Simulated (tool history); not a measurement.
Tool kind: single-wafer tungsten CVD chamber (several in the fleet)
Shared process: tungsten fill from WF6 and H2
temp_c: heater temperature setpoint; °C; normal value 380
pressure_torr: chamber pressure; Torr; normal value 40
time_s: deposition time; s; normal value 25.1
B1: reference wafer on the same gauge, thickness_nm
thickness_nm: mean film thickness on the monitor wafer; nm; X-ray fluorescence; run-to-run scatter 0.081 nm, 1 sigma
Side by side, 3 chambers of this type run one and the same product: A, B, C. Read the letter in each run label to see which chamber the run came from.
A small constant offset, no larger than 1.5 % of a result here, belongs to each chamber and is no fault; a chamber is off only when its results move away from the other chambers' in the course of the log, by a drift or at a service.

{"run": "1B", "hour": 4.2, "temp_c": 380, "pressure_torr": 40, "time_s": 25.1, "B1": 49.8, "thickness_nm": 56.309}
{"run": "2C", "hour": 8.2, "temp_c": 380, "pressure_torr": 40, "time_s": 25.1, "B1": 49.748, "thickness_nm": 56.591}
{"run": "3A", "hour": 11.6, "temp_c": 380, "pressure_torr": 40, "time_s": 25.1, "B1": 49.755, "thickness_nm": 57.2}
{"run": "4C", "hour": 13.6, "temp_c": 380, "pressure_torr": 40, "time_s": 25.1, "B1": 49.717, "thickness_nm": 56.511}
{"run": "5A", "hour": 17.9, "temp_c": 380, "pressure_torr": 40, "time_s": 25.1, "B1": 49.716, "thickness_nm": 57.136}
{"run": "6B", "hour": 20.7, "temp_c": 380, "pressure_torr": 40, "time_s": 25.1, "B1": 49.716, "thickness_nm": 56.237}
{"run": "7A", "hour": 22.7, "temp_c": 380, "pressure_torr": 40, "time_s": 25.1, "B1": 49.713, "thickness_nm": 57.246}
{"run": "8B", "hour": 25.7, "temp_c": 380, "pressure_torr": 40, "time_s": 25.1, "B1": 49.679, "thickness_nm": 56.265}
{"run": "9C", "hour": 30.2, "temp_c": 380, "pressure_torr": 40, "time_s": 25.1, "B1": 49.674, "thickness_nm": 56.709}
{"run": "10A", "hour": 34.8, "temp_c": 380, "pressure_torr": 40, "time_s": 25.1, "B1": 49.655, "thickness_nm": 57.205}
{"run": "11B", "hour": 37.6, "temp_c": 380, "pressure_torr": 40, "time_s": 25.1, "B1": 49.645, "thickness_nm": 56.211}
{"run": "12C", "hour": 40.1, "temp_c": 380, "pressure_torr": 40, "time_s": 25.1, "B1": 49.617, "thickness_nm": 56.534}
{"run": "13C", "hour": 43.4, "temp_c": 380, "pressure_torr": 40, "time_s": 25.1, "B1": 49.612, "thickness_nm": 56.505}
{"run": "14B", "hour": 46.0, "temp_c": 380, "pressure_torr": 40, "time_s": 25.1, "B1": 49.61, "thickness_nm": 56.111}
{"run": "15A", "hour": 48.5, "temp_c": 380, "pressure_torr": 40, "time_s": 25.1, "B1": 49.595, "thickness_nm": 56.951}
{"run": "16B", "hour": 50.7, "temp_c": 380, "pressure_torr": 40, "time_s": 25.1, "B1": 49.593, "thickness_nm": 56.162}
{"run": "17A", "hour": 54.4, "temp_c": 380, "pressure_torr": 40, "time_s": 25.1, "B1": 49.557, "thickness_nm": 56.97}
{"run": "18C", "hour": 57.8, "temp_c": 380, "pressure_torr": 40, "time_s": 25.1, "B1": 49.552, "thickness_nm": 56.559}
{"run": "19B", "hour": 62.1, "temp_c": 380, "pressure_torr": 40, "time_s": 25.1, "B1": 49.542, "thickness_nm": 56.068}
{"run": "20A", "hour": 66.7, "temp_c": 373, "pressure_torr": 46, "time_s": 25.1, "B1": 49.504, "thickness_nm": 52.555}

Each of the 3 chambers runs these same settings next. Fill in every chamber's results:
{"run": "21A", "hour": 70.1, "temp_c": 380, "pressure_torr": 40, "time_s": 25.1, "thickness_nm": "?"}
{"run": "21B", "hour": 70.1, "temp_c": 380, "pressure_torr": 40, "time_s": 25.1, "thickness_nm": "?"}
{"run": "21C", "hour": 70.1, "temp_c": 380, "pressure_torr": 40, "time_s": 25.1, "thickness_nm": "?"}

run=21A thickness_nm=57.183
run=21B thickness_nm=56.017
run=21C thickness_nm=56.355

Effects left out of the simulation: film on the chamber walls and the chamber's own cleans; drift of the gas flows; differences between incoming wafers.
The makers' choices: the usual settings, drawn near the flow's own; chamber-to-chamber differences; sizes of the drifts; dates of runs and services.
